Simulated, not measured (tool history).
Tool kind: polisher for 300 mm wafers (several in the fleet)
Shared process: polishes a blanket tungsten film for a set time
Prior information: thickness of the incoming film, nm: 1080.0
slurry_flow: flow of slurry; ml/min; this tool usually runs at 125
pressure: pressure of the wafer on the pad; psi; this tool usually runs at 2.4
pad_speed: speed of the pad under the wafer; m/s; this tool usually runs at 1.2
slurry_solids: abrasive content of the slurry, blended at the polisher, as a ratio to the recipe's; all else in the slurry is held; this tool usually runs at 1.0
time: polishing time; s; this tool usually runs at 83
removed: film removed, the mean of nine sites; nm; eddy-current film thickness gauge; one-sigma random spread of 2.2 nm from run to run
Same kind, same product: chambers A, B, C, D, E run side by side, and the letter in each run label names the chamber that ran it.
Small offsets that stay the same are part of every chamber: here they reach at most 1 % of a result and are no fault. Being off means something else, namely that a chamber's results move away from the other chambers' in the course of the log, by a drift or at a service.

run 1E hour=6.3 | slurry_flow=125 pressure=2.4 pad_speed=1.2 slurry_solids=1.0 time=83 | removed=305.46
run 2C hour=17.5 | slurry_flow=125 pressure=2.4 pad_speed=1.2 slurry_solids=1.0 time=83 | removed=307.29
run 3A hour=28.7 | slurry_flow=125 pressure=2.4 pad_speed=1.2 slurry_solids=1.0 time=83 | removed=301.66
-- hour=29.8 chamber B: slurry tank refilled with fresh slurry and peroxide
-- hour=37.1 chamber E: worn pad replaced by a new one
-- hour=39.5 chamber A: worn pad replaced by a new one
run 4D hour=39.9 | slurry_flow=125 pressure=2.4 pad_speed=1.2 slurry_solids=1.0 time=83 | removed=304.56
-- hour=41.0 chamber B: worn pad replaced by a new one
-- hour=44.7 chamber C: worn pad replaced by a new one
-- hour=45.8 chamber E: slurry tank refilled with fresh slurry and peroxide
-- hour=49.0 chamber C: slurry tank refilled with fresh slurry and peroxide
run 5B hour=49.3 | slurry_flow=125 pressure=2.4 pad_speed=1.2 slurry_solids=1.0 time=83 | removed=301.40
-- hour=52.7 chamber D: slurry tank refilled with fresh slurry and peroxide
run 6A hour=55.6 | slurry_flow=125 pressure=2.4 pad_speed=1.2 slurry_solids=1.0 time=83 | removed=300.91
-- hour=60.2 chamber B: head pressure recalibrated
run 7E hour=67.0 | slurry_flow=125 pressure=2.4 pad_speed=1.2 slurry_solids=1.0 time=83 | removed=303.96
run 8B hour=76.3 | slurry_flow=125 pressure=2.4 pad_speed=1.2 slurry_solids=1.0 time=83 | removed=300.18
-- hour=76.8 chamber D: worn pad replaced by a new one
run 9D hour=86.4 | slurry_flow=125 pressure=2.4 pad_speed=1.2 slurry_solids=1.0 time=83 | removed=305.76
-- hour=89.4 chamber A: slurry tank refilled with fresh slurry and peroxide
-- hour=95.8 chamber E: worn pad replaced by a new one
run 10C hour=95.8 | slurry_flow=125 pressure=2.4 pad_speed=1.2 slurry_solids=1.0 time=83 | removed=302.28
-- hour=99.9 chamber C: slurry blender recalibrated
run 11B hour=101.5 | slurry_flow=125 pressure=2.4 pad_speed=1.2 slurry_solids=1.0 time=83 | removed=306.08
-- hour=106.6 chamber C: slurry tank refilled with fresh slurry and peroxide
-- hour=110.4 chamber B: worn pad replaced by a new one
run 12A hour=110.5 | slurry_flow=125 pressure=2.4 pad_speed=1.2 slurry_solids=1.0 time=83 | removed=307.02
-- hour=112.9 chamber A: worn pad replaced by a new one
run 13C hour=121.9 | slurry_flow=125 pressure=2.4 pad_speed=1.2 slurry_solids=1.0 time=83 | removed=304.79
run 14D hour=127.2 | slurry_flow=125 pressure=2.4 pad_speed=1.2 slurry_solids=1.0 time=83 | removed=305.76
-- hour=130.0 chamber B: slurry tank refilled with fresh slurry and peroxide
-- hour=132.9 chamber D: slurry tank refilled with fresh slurry and peroxide
run 15E hour=135.7 | slurry_flow=125 pressure=2.4 pad_speed=1.2 slurry_solids=1.0 time=83 | removed=303.37
-- hour=139.3 chamber E: head pressure recalibrated
-- hour=140.1 chamber E: slurry tank refilled with fresh slurry and peroxide
run 16A hour=142.6 | slurry_flow=125 pressure=2.4 pad_speed=1.2 slurry_solids=1.0 time=83 | removed=302.92
-- hour=143.5 chamber C: head pressure recalibrated
-- hour=148.2 chamber E: worn pad replaced by a new one
run 17B hour=148.6 | slurry_flow=125 pressure=2.4 pad_speed=1.2 slurry_solids=1.0 time=83 | removed=302.86
-- hour=155.2 chamber C: worn pad replaced by a new one
run 18E hour=159.1 | slurry_flow=125 pressure=2.4 pad_speed=1.2 slurry_solids=1.0 time=83 | removed=301.60
-- hour=161.8 chamber E: slurry blender recalibrated
-- hour=164.2 chamber C: slurry tank refilled with fresh slurry and peroxide
-- hour=170.1 chamber B: worn pad replaced by a new one
run 19D hour=170.5 | slurry_flow=125 pressure=2.4 pad_speed=1.2 slurry_solids=1.0 time=83 | removed=307.05
-- hour=176.8 chamber D: worn pad replaced by a new one
run 20C hour=180.1 | slurry_flow=125 pressure=2.7 pad_speed=1.2 slurry_solids=0.9 time=83 | removed=316.09
run 21D hour=185.7 | slurry_flow=125 pressure=2.7 pad_speed=1.2 slurry_solids=0.9 time=83 | removed=332.91
-- hour=190.0 chamber A: worn pad replaced by a new one
run 22A hour=197.3 | slurry_flow=125 pressure=2.7 pad_speed=1.2 slurry_solids=0.9 time=83 | removed=333.45
-- hour=204.6 chamber A: slurry blender recalibrated
run 23C hour=206.2 | slurry_flow=125 pressure=2.7 pad_speed=1.2 slurry_solids=0.9 time=83 | removed=316.90
-- hour=207.8 chamber E: worn pad replaced by a new one
-- hour=216.3 chamber D: slurry tank refilled with fresh slurry and peroxide
run 24B hour=216.6 | slurry_flow=125 pressure=2.7 pad_speed=1.2 slurry_solids=0.9 time=83 | removed=334.78
-- hour=218.4 chamber B: slurry nozzle cleaned
-- hour=219.1 chamber C: slurry tank refilled with fresh slurry and peroxide
-- hour=221.5 chamber E: slurry tank refilled with fresh slurry and peroxide
run 25E hour=226.5 | slurry_flow=125 pressure=2.4 pad_speed=1.2 slurry_solids=1.0 time=83 | removed=303.05
run 26B hour=237.7 | slurry_flow=125 pressure=2.4 pad_speed=1.2 slurry_solids=1.0 time=83 | removed=304.19
-- hour=238.4 chamber B: worn pad replaced by a new one
-- hour=240.5 chamber B: slurry tank refilled with fresh slurry and peroxide
-- hour=241.8 chamber D: slurry blender recalibrated
run 27D hour=242.8 | slurry_flow=125 pressure=2.4 pad_speed=1.2 slurry_solids=1.0 time=83 | removed=305.91
run 28A hour=250.1 | slurry_flow=125 pressure=2.4 pad_speed=1.2 slurry_solids=1.0 time=83 | removed=302.68
-- hour=258.9 chamber E: worn pad replaced by a new one
run 29E hour=261.3 | slurry_flow=125 pressure=2.4 pad_speed=1.2 slurry_solids=1.0 time=83 | removed=306.36
run 30C hour=268.4 | slurry_flow=125 pressure=2.4 pad_speed=1.2 slurry_solids=1.0 time=83 | removed=288.25
-- hour=275.0 chamber D: worn pad replaced by a new one
run 31E hour=277.4 | slurry_flow=125 pressure=2.4 pad_speed=1.2 slurry_solids=1.0 time=83 | removed=299.23
run 32B hour=283.3 | slurry_flow=125 pressure=2.4 pad_speed=1.2 slurry_solids=1.0 time=83 | removed=303.41
-- hour=283.8 chamber D: slurry nozzle cleaned
run 33D hour=291.4 | slurry_flow=125 pressure=2.4 pad_speed=1.2 slurry_solids=1.0 time=83 | removed=308.91

Next, every chamber runs the same settings. What will each give?
run 34A hour=299.8 | slurry_flow=125 pressure=2.4 pad_speed=1.2 slurry_solids=1.0 time=71 | removed=?
run 34B hour=299.8 | slurry_flow=125 pressure=2.4 pad_speed=1.2 slurry_solids=1.0 time=71 | removed=?
run 34C hour=299.8 | slurry_flow=125 pressure=2.4 pad_speed=1.2 slurry_solids=1.0 time=71 | removed=?
run 34D hour=299.8 | slurry_flow=125 pressure=2.4 pad_speed=1.2 slurry_solids=1.0 time=71 | removed=?
run 34E hour=299.8 | slurry_flow=125 pressure=2.4 pad_speed=1.2 slurry_solids=1.0 time=71 | removed=?

run=34A removed=259.50
run=34B removed=262.31
run=34C removed=243.19
run=34D removed=262.58
run=34E removed=258.36
